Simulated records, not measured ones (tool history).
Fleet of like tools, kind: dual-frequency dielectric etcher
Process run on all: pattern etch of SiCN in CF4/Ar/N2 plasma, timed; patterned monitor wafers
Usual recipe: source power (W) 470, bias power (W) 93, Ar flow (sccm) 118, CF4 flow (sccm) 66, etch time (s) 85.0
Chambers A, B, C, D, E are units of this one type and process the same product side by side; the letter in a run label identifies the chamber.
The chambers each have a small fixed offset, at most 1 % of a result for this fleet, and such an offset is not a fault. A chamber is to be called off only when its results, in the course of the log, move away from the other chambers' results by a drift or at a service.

run   hour  source power (W)  bias power (W)  Ar flow (sccm)  CF4 flow (sccm)  etch time (s)  hours since the last wet clean  hours since the last source power generator calibration  hours since the last bias power generator calibration  hours since the last Ar flow controller change  hours since the last CF4 flow controller change  read-back reference wafer on the same gauge, depth_nm  mean etch depth across the wafer (Å)
 1A    3.6               470              93             118               66           85.0                           147.6                                                   1327.4                                                  873.1                                          1917.4                                           3715.2                                                 94.144                                808.78
 2C    7.4               470              93             118               66           85.0                            60.0                                                   1900.5                                                 1608.4                                          2895.8                                           3863.1                                                 94.214                                813.28
 3B   12.8               470              93             118               66           85.0                            67.1                                                   4049.1                                                  156.8                                          3573.3                                            974.0                                                 94.220                                802.55
 4E   16.0               470              93             118               66           85.0                           531.9                                                   1063.0                                                 1515.2                                          1795.6                                            670.3                                                 94.172                                810.62
 5D   20.7               470              93             118               66           85.0                           168.7                                                   3561.4                                                 4491.8                                          4037.9                                           1461.4                                                 94.182                                810.36
 6D   25.6               470              93             118               66           85.0                           173.6                                                   3566.3                                                 4496.7                                          4042.8                                           1466.3                                                 94.213                                812.94
 7C   30.0               470              93             118               66           85.0                            82.6                                                   1923.1                                                 1631.0                                          2918.4                                           3885.7                                                 94.213                                813.18
 8E   33.0               470              93             118               66           85.0                           548.9                                                   1080.0                                                 1532.2                                          1812.6                                            687.3                                                 94.291                                812.45
 9B   37.8               470              93             118               66           85.0                            92.1                                                   4074.1                                                  181.8                                          3598.3                                            999.0                                                 94.208                                805.76
10A   42.5               470              93             118               66           85.0                           186.5                                                   1366.3                                                  912.0                                          1956.3                                           3754.1                                                 94.159                                807.06
11D   46.0               470              93             118               66           85.0                           194.0                                                   3586.7                                                 4517.1                                          4063.2                                           1486.7                                                 94.202                                808.78
12E   51.4               470              93             118               66           85.0                           567.3                                                   1098.4                                                 1550.6                                          1831.0                                            705.7                                                 94.209                                809.93
13C   54.5               470              93             118               66           85.0                           107.1                                                   1947.6                                                 1655.5                                          2942.9                                           3910.2                                                 94.138                                810.12
14B   57.8               470              74             118               66           85.0                           112.1                                                   4094.1                                                  201.8                                          3618.3                                           1019.0                                                 94.144                                741.32
15A   61.1               470              74             118               66           85.0                           205.1                                                   1384.9                                                  930.6                                          1974.9                                           3772.7                                                 94.177                                748.24
16E   65.3               470              74             118               66           85.0                           581.2                                                   1112.3                                                 1564.5                                          1844.9                                            719.6                                                 94.151                                741.67
17B   70.1               470              74             118               66           85.0                           124.4                                                   4106.4                                                  214.1                                          3630.6                                           1031.3                                                 94.165                                738.07
18D   72.8               470              74             118               66           85.0                           220.8                                                   3613.5                                                 4543.9                                          4090.0                                           1513.5                                                 94.145                                739.68
      73.4  -- chamber C: Ar flow controller replaced
19C   75.5               560              93             118               66           66.5                           128.1                                                   1968.6                                                 1676.5                                             2.2                                           3931.2                                                 94.172                                739.19
20A   79.0               560              93             118               66           66.5                           223.0                                                   1402.8                                                  948.5                                          1992.8                                           3790.6                                                 94.198                                736.79
21E   82.9               560              93             118               66           66.5                           598.8                                                   1129.9                                                 1582.1                                          1862.5                                            737.2                                                 94.200                                738.94
22B   85.8               560              93             118               66           66.5                           140.1                                                   4122.1                                                  229.8                                          3646.3                                           1047.0                                                 94.101                                729.19
23A   89.7               560              93             118               66           66.5                           233.7                                                   1413.5                                                  959.2                                          2003.5                                           3801.3                                                 94.205                                737.66
24D   92.2               470              93             118               66           85.0                           240.2                                                   3632.9                                                 4563.3                                          4109.4                                           1532.9                                                 94.237                                800.92
25C   94.8               470              93             118               66           85.0                           147.4                                                   1987.9                                                 1695.8                                            21.5                                           3950.5                                                 94.225                                812.72
26A   99.6               470              93             118               66           60.0                           243.6                                                   1423.4                                                  969.1                                          2013.4                                           3811.2                                                 94.220                                570.72
     100.2  -- chamber E: wet clean of the chamber
27C  103.7               470              93             118               66           60.0                           156.3                                                   1996.8                                                 1704.7                                            30.4                                           3959.4                                                 94.217                                573.76
28B  106.8               470              93             118               66           60.0                           161.1                                                   4143.1                                                  250.8                                          3667.3                                           1068.0                                                 94.150                                568.28
29E  111.6               470              93             118               66           60.0                            11.4                                                   1158.6                                                 1610.8                                          1891.2                                            765.9                                                 94.230                                572.52
30D  114.1               470              93             118               66           60.0                           262.1                                                   3654.8                                                 4585.2                                          4131.3                                           1554.8                                                 94.177                                559.71
31D  118.9               470              93             118               66           85.0                           266.9                                                   3659.6                                                 4590.0                                          4136.1                                           1559.6                                                 94.178                                789.87
32B  122.2               470              93             118               66           85.0                           176.5                                                   4158.5                                                  266.2                                          3682.7                                           1083.4                                                 94.082                                803.86
33E  127.4               470              93             118               66           85.0                            27.2                                                   1174.4                                                 1626.6                                          1907.0                                            781.7                                                 94.211                                810.86
     130.8  -- chamber A: CF4 flow controller replaced
34A  131.9               470              93             118               66           85.0                           275.9                                                   1455.7                                                 1001.4                                          2045.7                                              1.1                                                 94.282                                813.42
35C  135.1               470              93             118               66           85.0                           187.7                                                   2028.2                                                 1736.1                                            61.8                                           3990.8                                                 94.172                                813.94
36A  138.4               470              93             118               66           85.0                           282.4                                                   1462.2                                                 1007.9                                          2052.2                                              7.6                                                 94.194                                808.29
37C  141.0               470              93             118               66           85.0                           193.6                                                   2034.1                                                 1742.0                                            67.7                                           3996.7                                                 94.291                                808.97
38D  146.1               470              93             118               66           85.0                           294.1                                                   3686.8                                                 4617.2                                          4163.3                                           1586.8                                                 94.218                                780.55
39E  150.6               470              93             118               66           85.0                            50.4                                                   1197.6                                                 1649.8                                          1930.2                                            804.9                                                 94.091                                814.31

All chambers now run identical settings, listed one chamber a line with results as question marks. What results will each chamber show?
40A  154.6               470              93             118               66           85.0                                                                                                                                                                                                                                                                                                                                             ?
40B  154.6               470              93             118               66           85.0                                                                                                                                                                                                                                                                                                                                             ?
40C  154.6               470              93             118               66           85.0                                                                                                                                                                                                                                                                                                                                             ?
40D  154.6               470              93             118               66           85.0                                                                                                                                                                                                                                                                                                                                             ?
40E  154.6               470              93             118               66           85.0                                                                                                                                                                                                                                                                                                                                             ?

run  mean etch depth across the wafer (Å)
40A                                809.63
40B                                806.78
40C                                812.20
40D                                779.64
40E                                810.10
